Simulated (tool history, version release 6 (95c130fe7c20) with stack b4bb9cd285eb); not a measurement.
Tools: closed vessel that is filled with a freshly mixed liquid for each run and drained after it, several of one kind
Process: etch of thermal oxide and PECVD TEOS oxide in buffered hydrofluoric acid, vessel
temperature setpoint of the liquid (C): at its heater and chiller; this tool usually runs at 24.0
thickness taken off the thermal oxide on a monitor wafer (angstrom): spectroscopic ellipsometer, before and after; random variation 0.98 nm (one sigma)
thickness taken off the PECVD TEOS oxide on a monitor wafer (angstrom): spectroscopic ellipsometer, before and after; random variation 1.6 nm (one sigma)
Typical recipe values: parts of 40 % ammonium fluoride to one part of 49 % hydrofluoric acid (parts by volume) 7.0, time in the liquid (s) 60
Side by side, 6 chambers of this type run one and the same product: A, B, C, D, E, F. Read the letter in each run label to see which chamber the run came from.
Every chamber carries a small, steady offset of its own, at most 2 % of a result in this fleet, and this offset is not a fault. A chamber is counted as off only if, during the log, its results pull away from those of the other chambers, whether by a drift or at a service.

run,hour,temperature setpoint of the liquid (C),parts of 40 % ammonium fluoride to one part of 49 % hydrofluoric acid (parts by volume),time in the liquid (s),hours since the thermometer was replaced,hours since the hydrofluoric acid flow meter was replaced,"read-back film thickness of the thermal oxide reference wafer, read on the same gauge (nm)","read-back film thickness of the PECVD TEOS oxide reference wafer, read on the same gauge (nm)",thickness taken off the thermal oxide on a monitor wafer (angstrom),thickness taken off the PECVD TEOS oxide on a monitor wafer (angstrom)
1F,3.8,24.0,7.0,60,30.1,1734.6,150.00,40.006,1000.10,1797.4
2E,12.2,24.0,7.0,60,1604.5,711.9,149.99,39.991,1015.90,1866.5
3D,20.6,24.0,7.0,60,1183.7,577.2,149.99,39.992,994.99,1832.6
4B,24.9,24.0,7.0,60,829.9,1738.0,150.00,40.005,986.86,1829.0
5A,29.9,28.0,7.0,60,885.0,840.3,150.01,40.011,1229.70,2254.6
6C,36.3,28.0,7.0,60,1211.1,1652.5,150.00,40.020,1208.60,2298.3
7E,44.0,28.0,7.0,60,1636.3,743.7,149.99,39.983,1254.20,2306.0
8B,49.8,28.0,7.0,60,854.8,1762.9,149.99,39.974,1236.20,2237.9
9C,56.5,28.0,7.0,60,1231.3,1672.7,150.02,39.963,1236.20,2283.3
10D,60.3,28.0,7.0,60,1223.4,616.9,150.01,40.031,1213.10,2324.9
11A,67.0,24.0,9.5,85,922.1,877.4,149.99,40.013,1044.80,1921.1
12F,74.0,24.0,9.5,85,100.3,1804.8,150.02,39.982,1043.40,1909.7
13F,77.8,24.0,9.5,85,104.1,1808.6,150.03,39.983,1019.10,1894.3
14C,83.2,24.0,9.5,85,1258.0,1699.4,150.00,40.002,1030.70,1922.0
15D,91.1,24.0,9.5,85,1254.2,647.7,150.01,39.996,1032.60,1945.5
16A,98.0,24.0,9.5,85,953.1,908.4,150.00,39.993,1035.50,1913.9
17B,105.1,28.5,8.0,60,910.1,1818.2,150.00,40.008,1072.10,2041.2
18E,113.2,28.5,8.0,60,1705.5,812.9,150.01,39.990,1112.30,2053.3
# hour 116.7: chamber D: hydrofluoric acid flow meter replaced
19C,118.1,28.5,8.0,60,1292.9,1734.3,150.00,39.989,1081.50,2056.2
20E,122.4,28.5,8.0,60,1714.7,822.1,149.97,40.005,1084.70,2042.6
21A,129.9,28.5,8.0,60,985.0,940.3,149.98,40.012,1101.40,2026.1
22B,137.6,28.5,8.0,60,942.6,1850.7,149.99,39.992,1094.30,2029.7
23D,144.3,24.0,7.0,60,1307.4,27.7,150.02,40.014,973.27,1847.8
24F,148.8,24.0,7.0,60,175.1,1879.6,150.00,39.996,992.51,1786.1
25A,157.0,24.0,7.0,60,1012.1,967.4,149.99,39.993,1005.30,1817.6
26C,163.5,24.0,5.0,30,1338.3,1779.7,150.00,39.987,649.32,1254.2
27F,171.3,24.0,5.0,30,197.6,1902.1,150.02,39.995,664.07,1220.6
28D,176.0,24.0,5.0,30,1339.1,59.4,150.01,39.998,661.23,1244.1
29E,181.3,24.0,5.0,30,1773.6,881.0,149.99,39.983,658.23,1243.4
30B,186.1,24.0,5.0,30,991.1,1899.2,150.00,40.011,656.85,1246.8
31B,190.7,24.0,5.0,30,995.7,1903.8,150.00,39.996,675.84,1222.4
32F,198.7,24.0,7.0,60,225.0,1929.5,150.01,40.008,988.04,1806.9
33C,203.5,24.0,7.0,60,1378.3,1819.7,149.99,39.997,988.58,1852.1
34D,208.4,24.0,7.0,60,1371.5,91.8,150.00,39.989,983.32,1829.9
35E,216.7,24.0,7.0,80,1809.0,916.4,149.99,40.009,1327.80,2466.5
36A,220.5,24.0,7.0,80,1075.6,1030.9,150.00,40.008,1321.90,2458.1
37B,228.2,24.0,7.0,80,1033.2,1941.3,150.00,39.992,1298.70,2471.3
38D,233.4,24.0,7.0,80,1396.5,116.8,150.02,39.983,1352.10,2476.0
39F,238.6,24.0,7.0,80,264.9,1969.4,149.99,40.004,1321.20,2450.4
40C,243.0,24.0,7.0,80,1417.8,1859.2,149.98,39.989,1300.10,2423.8

All 6 chambers run these settings next. Forecast each chamber's results:
41A,249.0,20.0,7.0,60,,,,,?,?
41B,249.0,20.0,7.0,60,,,,,?,?
41C,249.0,20.0,7.0,60,,,,,?,?
41D,249.0,20.0,7.0,60,,,,,?,?
41E,249.0,20.0,7.0,60,,,,,?,?
41F,249.0,20.0,7.0,60,,,,,?,?

run,thickness taken off the thermal oxide on a monitor wafer (angstrom),thickness taken off the PECVD TEOS oxide on a monitor wafer (angstrom)
41A,781.14,1460.0
41B,795.98,1476.6
41C,801.23,1485.2
41D,807.96,1491.3
41E,800.90,1470.9
41F,801.50,1440.5
